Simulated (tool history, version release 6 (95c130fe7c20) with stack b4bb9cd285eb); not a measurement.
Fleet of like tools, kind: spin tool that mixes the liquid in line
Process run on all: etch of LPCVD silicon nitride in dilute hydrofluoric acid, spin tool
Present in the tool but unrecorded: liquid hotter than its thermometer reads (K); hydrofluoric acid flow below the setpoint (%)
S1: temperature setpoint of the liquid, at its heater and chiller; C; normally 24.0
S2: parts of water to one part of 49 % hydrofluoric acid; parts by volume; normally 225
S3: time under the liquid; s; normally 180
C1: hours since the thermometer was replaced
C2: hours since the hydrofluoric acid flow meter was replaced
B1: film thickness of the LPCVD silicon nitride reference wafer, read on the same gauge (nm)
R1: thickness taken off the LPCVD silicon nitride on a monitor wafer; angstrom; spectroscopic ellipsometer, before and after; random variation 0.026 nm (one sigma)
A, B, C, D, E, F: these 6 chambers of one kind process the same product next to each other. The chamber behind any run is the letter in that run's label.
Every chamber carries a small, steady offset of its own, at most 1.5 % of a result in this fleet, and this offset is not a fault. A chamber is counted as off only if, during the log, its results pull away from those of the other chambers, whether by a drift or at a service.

run 1C hour=4.0 | S1=24.0 S2=225 S3=180 | C1=1729.4 C2=1883.0 | B1=100.000 | R1=3.5513
run 2A hour=6.9 | S1=24.0 S2=225 S3=180 | C1=1394.9 C2=146.8 | B1=99.977 | R1=4.2471
run 3D hour=11.0 | S1=24.0 S2=225 S3=180 | C1=116.2 C2=63.9 | B1=99.975 | R1=4.0705
run 4F hour=13.5 | S1=24.0 S2=225 S3=180 | C1=1323.2 C2=136.4 | B1=100.010 | R1=4.0987
run 5E hour=18.2 | S1=24.0 S2=225 S3=180 | C1=871.7 C2=595.2 | B1=100.000 | R1=3.7930
run 6B hour=22.8 | S1=24.0 S2=225 S3=180 | C1=298.8 C2=1383.8 | B1=99.991 | R1=3.8481
run 7E hour=26.8 | S1=24.0 S2=225 S3=180 | C1=880.3 C2=603.8 | B1=99.982 | R1=4.0773
run 8F hour=31.1 | S1=24.0 S2=225 S3=180 | C1=1340.8 C2=154.0 | B1=99.981 | R1=4.0211
run 9D hour=35.7 | S1=24.0 S2=225 S3=180 | C1=140.9 C2=88.6 | B1=100.000 | R1=3.7505
run 10B hour=39.4 | S1=24.0 S2=225 S3=180 | C1=315.4 C2=1400.4 | B1=99.969 | R1=4.4101
run 11C hour=44.0 | S1=24.0 S2=225 S3=180 | C1=1769.4 C2=1923.0 | B1=100.010 | R1=4.1405
run 12A hour=47.7 | S1=28.5 S2=225 S3=180 | C1=1435.7 C2=187.6 | B1=100.030 | R1=5.1927
run 13D hour=51.4 | S1=28.5 S2=225 S3=180 | C1=156.6 C2=104.3 | B1=99.988 | R1=5.2418
run 14C hour=54.6 | S1=28.5 S2=225 S3=180 | C1=1780.0 C2=1933.6 | B1=99.977 | R1=6.2099
run 15B hour=59.3 | S1=28.5 S2=225 S3=180 | C1=335.3 C2=1420.3 | B1=100.020 | R1=4.9239
run 16A hour=62.4 | S1=28.5 S2=225 S3=180 | C1=1450.4 C2=202.3 | B1=100.010 | R1=5.2616
run 17F hour=65.7 | S1=28.5 S2=225 S3=180 | C1=1375.4 C2=188.6 | B1=99.989 | R1=5.1393
run 18E hour=68.6 | S1=24.0 S2=300 S3=105 | C1=922.1 C2=645.6 | B1=100.020 | R1=1.8560
run 19C hour=72.7 | S1=24.0 S2=300 S3=105 | C1=1798.1 C2=1951.7 | B1=100.020 | R1=1.9413
run 20D hour=75.5 | S1=24.0 S2=300 S3=105 | C1=180.7 C2=128.4 | B1=99.995 | R1=1.6137
run 21A hour=80.1 | S1=24.0 S2=300 S3=105 | C1=1468.1 C2=220.0 | B1=99.987 | R1=1.7369
run 22B hour=83.7 | S1=24.0 S2=300 S3=105 | C1=359.7 C2=1444.7 | B1=99.995 | R1=1.5737
run 23E hour=87.7 | S1=24.0 S2=300 S3=105 | C1=941.2 C2=664.7 | B1=99.983 | R1=1.7788
run 24F hour=90.2 | S1=24.0 S2=225 S3=180 | C1=1399.9 C2=213.1 | B1=100.020 | R1=3.9880
run 25B hour=93.8 | S1=24.0 S2=225 S3=180 | C1=369.8 C2=1454.8 | B1=100.000 | R1=3.6494
run 26C hour=97.1 | S1=28.0 S2=225 S3=110 | C1=1822.5 C2=1976.1 | B1=99.993 | R1=3.0913
run 27F hour=101.8 | S1=28.0 S2=225 S3=110 | C1=1411.5 C2=224.7 | B1=99.984 | R1=3.0685
run 28A hour=104.6 | S1=28.0 S2=225 S3=110 | C1=1492.6 C2=244.5 | B1=100.030 | R1=3.1759
run 29E hour=108.9 | S1=28.0 S2=225 S3=110 | C1=962.4 C2=685.9 | B1=99.959 | R1=3.0415
run 30D hour=111.9 | S1=28.0 S2=225 S3=110 | C1=217.1 C2=164.8 | B1=100.020 | R1=3.0432
run 31E hour=114.7 | S1=28.0 S2=225 S3=110 | C1=968.2 C2=691.7 | B1=99.970 | R1=3.0999
run 32B hour=118.7 | S1=24.0 S2=225 S3=180 | C1=394.7 C2=1479.7 | B1=100.020 | R1=3.7424
run 33A hour=123.3 | S1=24.0 S2=225 S3=180 | C1=1511.3 C2=263.2 | B1=100.010 | R1=3.6756
run 34F hour=126.6 | S1=24.0 S2=225 S3=180 | C1=1436.3 C2=249.5 | B1=99.952 | R1=3.9092
run 35D hour=128.9 | S1=24.0 S2=225 S3=180 | C1=234.1 C2=181.8 | B1=100.010 | R1=3.6659
run 36C hour=133.5 | S1=26.0 S2=225 S3=255 | C1=1858.9 C2=2012.5 | B1=100.010 | R1=5.9929
run 37C hour=137.0 | S1=26.0 S2=225 S3=255 | C1=1862.4 C2=2016.0 | B1=100.010 | R1=6.4373

Does one chamber stand apart from the rest, does the shared gauge drift, or is all well apart from small per-chamber offsets? Give the chamber and the most likely cause, where there is one.

The fleet is healthy, with each chamber sitting at its usual small offset and no drift in the gauge.
